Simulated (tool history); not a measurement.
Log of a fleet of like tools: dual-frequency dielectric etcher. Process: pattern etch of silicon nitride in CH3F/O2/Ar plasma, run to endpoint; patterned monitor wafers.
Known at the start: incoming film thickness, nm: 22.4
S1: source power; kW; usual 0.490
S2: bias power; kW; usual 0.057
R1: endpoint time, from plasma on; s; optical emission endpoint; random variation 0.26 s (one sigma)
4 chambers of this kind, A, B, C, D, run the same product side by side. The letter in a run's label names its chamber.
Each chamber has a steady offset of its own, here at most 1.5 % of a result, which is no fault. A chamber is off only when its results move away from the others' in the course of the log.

Run 1D, hour 8.1: usual settings. Result: R1 32.050 s.
Run 2C, hour 19.4: usual settings. Result: R1 32.378 s.
Run 3B, hour 24.7: usual settings. Result: R1 32.689 s.
Run 4A, hour 35.6: usual settings. Result: R1 32.313 s.
Run 5D, hour 45.1: usual settings. Result: R1 31.567 s.
Run 6A, hour 54.9: usual settings. Result: R1 32.123 s.
Run 7B, hour 61.3: usual settings. Result: R1 32.147 s.
At hour 62.8: chamber D: wet clean of the chamber.
Run 8C, hour 69.2: usual settings. Result: R1 31.794 s.
Run 9B, hour 78.3: usual settings. Result: R1 33.000 s.
Run 10D, hour 84.1: usual settings. Result: R1 31.553 s.
Run 11C, hour 89.6: usual settings. Result: R1 32.892 s.
Run 12A, hour 99.3: usual settings but S1 0.390 kW. Result: R1 34.926 s.
Run 13A, hour 109.2: usual settings but S1 0.390 kW. Result: R1 35.346 s.
Run 14B, hour 120.2: usual settings but S1 0.390 kW. Result: R1 35.153 s.
Run 15D, hour 125.7: usual settings but S1 0.390 kW. Result: R1 35.235 s.
Run 16C, hour 133.5: usual settings. Result: R1 32.228 s.
Run 17A, hour 141.3: usual settings but S1 0.590 kW, S2 0.064 kW. Result: R1 29.024 s.
Run 18B, hour 151.9: usual settings but S1 0.590 kW, S2 0.064 kW. Result: R1 29.269 s.
Run 19C, hour 162.2: usual settings but S1 0.590 kW, S2 0.064 kW. Result: R1 29.205 s.
Run 20D, hour 173.1: usual settings but S1 0.590 kW, S2 0.064 kW. Result: R1 28.835 s.
At hour 175.0: chamber D: source power generator calibrated.
Run 21C, hour 181.8: usual settings. Result: R1 32.041 s.
Run 22B, hour 188.1: usual settings. Result: R1 32.621 s.
Run 23D, hour 194.7: usual settings. Result: R1 32.190 s.
Run 24A, hour 204.3: usual settings. Result: R1 32.389 s.
Run 25A, hour 213.6: usual settings but S1 0.380 kW, S2 0.069 kW. Result: R1 33.289 s.
Run 26D, hour 222.0: usual settings but S1 0.380 kW, S2 0.069 kW. Result: R1 32.447 s.

Is one chamber off against the others, does the gauge drift, or is nothing wrong? If a chamber is off, say which, and what the likeliest cause is.

No chamber stands off beyond its own small offset, and the gauge holds steady.
